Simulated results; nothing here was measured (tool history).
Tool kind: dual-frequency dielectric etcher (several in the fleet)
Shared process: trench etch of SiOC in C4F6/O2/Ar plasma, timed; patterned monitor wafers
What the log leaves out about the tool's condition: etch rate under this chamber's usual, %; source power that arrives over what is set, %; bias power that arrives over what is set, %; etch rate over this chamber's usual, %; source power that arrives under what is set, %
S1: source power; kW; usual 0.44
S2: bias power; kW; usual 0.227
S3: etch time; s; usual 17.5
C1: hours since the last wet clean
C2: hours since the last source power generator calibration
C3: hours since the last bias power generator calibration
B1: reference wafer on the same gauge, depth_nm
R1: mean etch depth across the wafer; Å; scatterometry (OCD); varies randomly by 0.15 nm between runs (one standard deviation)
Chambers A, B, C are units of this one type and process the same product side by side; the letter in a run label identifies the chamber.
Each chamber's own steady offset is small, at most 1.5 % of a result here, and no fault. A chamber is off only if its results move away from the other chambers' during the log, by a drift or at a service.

run,hour,S1,S2,S3,C1,C2,C3,B1,R1
1A,4.9,0.44,0.227,17.5,331.2,2142.5,460.5,43.515,404.86
2C,10.4,0.44,0.227,17.5,133.6,2440.5,2127.3,43.475,404.28
3B,16.3,0.44,0.227,17.5,136.5,1162.7,34.7,43.532,410.61
4A,25.2,0.44,0.227,17.5,351.5,2162.8,480.8,43.522,408.15
5C,33.4,0.44,0.227,17.5,156.6,2463.5,2150.3,43.498,405.63
6B,41.2,0.44,0.227,15,161.4,1187.6,59.6,43.496,353.55
7A,50.1,0.44,0.227,15,376.4,2187.7,505.7,43.497,345.39
8C,59,0.44,0.227,15,182.2,2489.1,2175.9,43.483,349.92
9B,66.7,0.44,0.227,17.5,186.9,1213.1,85.1,43.524,413.2
10A,75.5,0.44,0.227,17.5,401.8,2213.1,531.1,43.5,406.44
11B,81.7,0.44,0.227,17.5,201.9,1228.1,100.1,43.516,410.88
# hour 82.3: chamber A: wet clean of the chamber
12C,87.5,0.44,0.227,17.5,210.7,2517.6,2204.4,43.522,405.08
13C,94.7,0.44,0.227,17.5,217.9,2524.8,2211.6,43.478,403.92
14A,102.9,0.44,0.227,16,20.7,2240.5,558.5,43.532,355.71
15B,111.2,0.44,0.227,16,231.4,1257.6,129.6,43.488,375.79
16A,115.9,0.44,0.227,16,33.7,2253.5,571.5,43.505,355.2
17B,122,0.44,0.227,17.5,242.2,1268.4,140.4,43.528,410.49
18C,126.6,0.44,0.227,22.5,249.8,2556.7,2243.5,43.51,520.03
19B,135.3,0.44,0.227,22.5,255.5,1281.7,153.7,43.497,525.44
20A,140.2,0.44,0.227,22.5,58,2277.8,595.8,43.505,499.17
21C,144.6,0.44,0.227,17.5,267.8,2574.7,2261.5,43.48,404.96
22C,151,0.44,0.227,17.5,274.2,2581.1,2267.9,43.501,406.95
23B,156.6,0.44,0.227,17.5,276.8,1303,175,43.509,414.2
24A,165,0.5,0.227,21.5,82.8,2302.6,620.6,43.507,502.37
25A,171.8,0.5,0.227,21.5,89.6,2309.4,627.4,43.478,500.48

For the next run the whole fleet of 3 chambers uses the same settings. Give each chamber's results:
26A,178.8,0.44,0.227,13.5,,,,,?
26B,178.8,0.44,0.227,13.5,,,,,?
26C,178.8,0.44,0.227,13.5,,,,,?

run,R1
26A,298.48
26B,316.39
26C,312.47

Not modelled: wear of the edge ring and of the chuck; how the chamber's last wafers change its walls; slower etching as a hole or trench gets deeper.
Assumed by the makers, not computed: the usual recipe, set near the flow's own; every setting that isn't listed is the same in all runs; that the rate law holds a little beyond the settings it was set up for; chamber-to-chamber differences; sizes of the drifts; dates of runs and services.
